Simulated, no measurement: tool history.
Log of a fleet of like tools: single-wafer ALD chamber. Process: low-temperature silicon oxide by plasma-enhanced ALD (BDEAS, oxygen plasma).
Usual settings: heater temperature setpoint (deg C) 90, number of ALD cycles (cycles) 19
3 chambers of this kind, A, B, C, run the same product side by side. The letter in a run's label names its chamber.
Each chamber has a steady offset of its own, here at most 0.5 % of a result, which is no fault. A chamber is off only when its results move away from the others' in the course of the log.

run   hour  heater temperature setpoint (deg C)  number of ALD cycles (cycles)  read-back reference wafer on the same gauge, thickness_nm  mean film thickness on the monitor wafer (angstrom)
 1B    7.5                                   90                             19                                                     2.9298                                               28.064
 2C   12.5                                   90                             19                                                     2.9297                                                 28.1
 3A   18.9                                   90                             19                                                     2.9286                                               28.217
 4B   23.3                                   90                             19                                                     2.9278                                               28.054
 5A   30.3                                   90                             19                                                     2.9278                                               28.123
 6C   34.8                                   90                             19                                                     2.9276                                               28.108
 7B   41.3                                   90                             19                                                     2.9271                                                28.05
 8A   46.5                                   90                             19                                                      2.927                                                 28.2
 9C   50.2                                   90                             19                                                      2.925                                               28.082
10C     57                                   90                             19                                                     2.9258                                               28.094
11B   61.5                                   95                             15                                                     2.9243                                               21.752
12A   68.5                                   95                             15                                                     2.9246                                               21.855
13A   74.5                                   95                             15                                                     2.9239                                               21.836
14C   81.2                                   90                             19                                                     2.9226                                               27.968
15B   87.4                                   90                             19                                                     2.9218                                               27.959
16B   95.1                                   90                             19                                                     2.9218                                               27.997
17C  101.7                                   90                             19                                                     2.9209                                               28.105
18A  106.1                                   90                             19                                                     2.9212                                               28.109
19C  112.7                                   90                             19                                                     2.9206                                               27.992
20A  118.7                                  100                             19                                                     2.9196                                               27.191
21B  124.7                                  100                             19                                                     2.9206                                               27.046
22B  128.5                                  100                             19                                                     2.9189                                               27.059
23C  134.3                                   90                             19                                                     2.9193                                               28.001
24A  138.3                                   90                             19                                                     2.9184                                               28.144
25A  142.3                                   90                             19                                                     2.9186                                               28.094
26B  150.4                                   90                             19                                                     2.9173                                               27.963
27C  156.1                                   90                             19                                                     2.9175                                               27.957
28A  164.2                                  102                             17                                                     2.9166                                               24.149
29B  170.8                                  102                             17                                                     2.9166                                               24.047

Is one chamber off against the others, does the gauge drift, or is nothing wrong? If a chamber is off, say which, and what the likeliest cause is.

The gauge drifts, so all chambers seem to drift together. No chamber is off.
Cause: gauge reads low (%) = 0.489.
